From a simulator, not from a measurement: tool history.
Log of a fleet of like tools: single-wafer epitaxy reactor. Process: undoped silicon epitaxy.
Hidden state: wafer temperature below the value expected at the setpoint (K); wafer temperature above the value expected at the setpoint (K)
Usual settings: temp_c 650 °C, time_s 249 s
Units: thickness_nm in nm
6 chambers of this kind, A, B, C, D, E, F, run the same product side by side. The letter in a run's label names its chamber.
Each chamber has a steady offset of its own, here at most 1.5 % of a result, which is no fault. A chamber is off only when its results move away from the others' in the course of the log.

run	hour	temp_c	time_s	hours since the last pyrometer calibration	read-back reference wafer on the same gauge, thickness_nm	thickness_nm
1B	8.8	650	249	1674.1	40.507	41.938
2C	17.0	650	249	1252.5	40.498	41.505
3D	30.0	650	249	2180.3	40.513	41.378
4F	41.9	650	249	344.6	40.534	41.742
5E	48.7	650	249	1197.5	40.520	41.677
6A	56.4	650	249	330.3	40.471	42.195
7C	70.8	650	249	1306.3	40.461	41.674
# hour 79.3: chamber B: pyrometer calibrated
8B	82.6	650	249	3.3	40.590	41.863
9A	91.4	650	249	365.3	40.524	42.760
10E	98.7	650	249	1247.5	40.463	41.560
11D	112.5	650	249	2262.8	40.530	41.494
12F	126.7	650	249	429.4	40.497	42.082
13C	136.3	650	249	1371.8	40.503	41.806
14B	147.3	650	249	68.0	40.426	41.867
15F	155.0	650	249	457.7	40.498	42.067
16E	168.4	650	249	1317.2	40.531	41.938
17A	175.5	650	249	449.4	40.534	42.166
18D	183.2	650	249	2333.5	40.494	41.139
19D	194.1	659	217	2344.4	40.479	43.881
20F	203.7	659	217	506.4	40.485	44.210
21A	215.9	659	217	489.8	40.498	44.864
22B	224.2	659	217	144.9	40.468	44.594
23E	236.3	659	217	1385.1	40.473	43.756
24C	244.4	659	217	1479.9	40.544	44.228
25E	253.2	650	249	1402.0	40.513	41.559
26A	261.2	650	249	535.1	40.497	42.301
27C	270.9	645	249	1506.4	40.472	37.370
28D	283.4	645	249	2433.7	40.519	36.865
29B	297.3	645	249	218.0	40.486	37.167
30F	309.7	645	249	612.4	40.535	37.829
31F	321.2	645	249	623.9	40.432	37.714
32D	328.6	645	249	2478.9	40.540	37.164
33A	342.7	650	249	616.6	40.495	42.343
34E	356.7	650	249	1505.5	40.473	41.784
35B	367.0	650	249	287.7	40.561	41.672
36C	379.0	650	249	1614.5	40.475	41.536
37F	393.4	650	249	696.1	40.486	41.972
38A	404.7	650	249	678.6	40.539	42.466
39C	414.3	650	249	1649.8	40.475	41.518

Is one chamber off against the others, does the gauge drift, or is nothing wrong? If a chamber is off, say which, and what the likeliest cause is.

No chamber stands off beyond its own small offset, and the gauge holds steady.
